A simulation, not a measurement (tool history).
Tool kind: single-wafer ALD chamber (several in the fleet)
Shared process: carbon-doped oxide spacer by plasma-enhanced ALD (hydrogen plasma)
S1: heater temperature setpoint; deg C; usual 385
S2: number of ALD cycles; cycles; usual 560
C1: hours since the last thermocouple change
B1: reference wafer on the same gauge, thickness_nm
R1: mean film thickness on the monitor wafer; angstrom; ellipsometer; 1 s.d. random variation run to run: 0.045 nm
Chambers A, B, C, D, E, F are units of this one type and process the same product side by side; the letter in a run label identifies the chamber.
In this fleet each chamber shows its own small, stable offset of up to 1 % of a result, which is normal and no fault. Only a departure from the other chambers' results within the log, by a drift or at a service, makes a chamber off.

run   hour   S1   S2      C1      B1      R1
 1B    5.6  385  560  2460.3  23.910  279.58
       8.0  -- chamber E: thermocouple changed; heater temperature recalibrated
 2C   11.4  385  560   651.7  23.910  281.27
 3A   17.2  385  560   642.2  23.906  281.84
 4E   26.5  385  560    18.5  23.908  279.69
 5D   31.5  385  560  2344.6  23.914  278.62
 6F   37.8  385  560  1358.4  23.915  278.68
 7C   46.6  393  504   686.9  23.927  252.85
 8B   55.7  393  504  2510.4  23.927  251.59
 9E   63.4  393  504    55.4  23.938  252.50
10D   68.1  393  504  2381.2  23.934  250.89
11A   77.7  393  504   702.7  23.946  254.26
12F   83.3  393  504  1403.9  23.952  250.50
13B   93.4  385  560  2548.1  23.955  280.90
14F  102.7  385  560  1423.3  23.979  279.20
15C  108.7  385  560   749.0  23.958  281.31
16A  113.3  372  605   738.3  23.970  304.66
17D  119.9  372  605  2433.0  23.971  301.28
18E  128.0  372  605   120.0  23.983  303.05
19C  135.4  372  605   775.7  23.975  304.78
20D  143.9  372  605  2457.0  23.984  300.54
21F  148.6  372  605  1469.2  23.988  301.55
22A  156.3  385  560   781.3  23.993  282.47
23B  161.8  385  560  2616.5  24.009  281.11
24E  166.8  385  560   158.8  23.999  281.01
25A  172.5  385  560   797.5  23.995  282.28
26B  178.8  385  560  2633.5  24.008  281.30
27E  186.2  385  560   178.2  24.015  280.81
28F  193.6  385  560  1514.2  24.020  279.59
29C  199.1  390  560   839.4  24.022  282.35
30D  204.0  390  560  2517.1  24.028  279.88
31E  211.3  390  560   203.3  24.027  281.83
32A  221.2  390  560   846.2  24.030  282.73
33B  228.8  390  560  2683.5  24.037  281.82
34F  238.7  390  560  1559.3  24.045  279.41
35C  248.1  385  560   888.4  24.050  283.89
36D  253.0  385  459  2566.1  24.066  229.68

Next, all 6 chambers run the settings below, one line each with question marks for the results. What does each chamber give?
37A  260.2  385  560           ?
37B  260.2  385  560           ?
37C  260.2  385  560           ?
37D  260.2  385  560           ?
37E  260.2  385  560           ?
37F  260.2  385  560           ?

run      R1
37A  283.44
37B  280.85
37C  282.69
37D  280.50
37E  281.40
37F  279.84
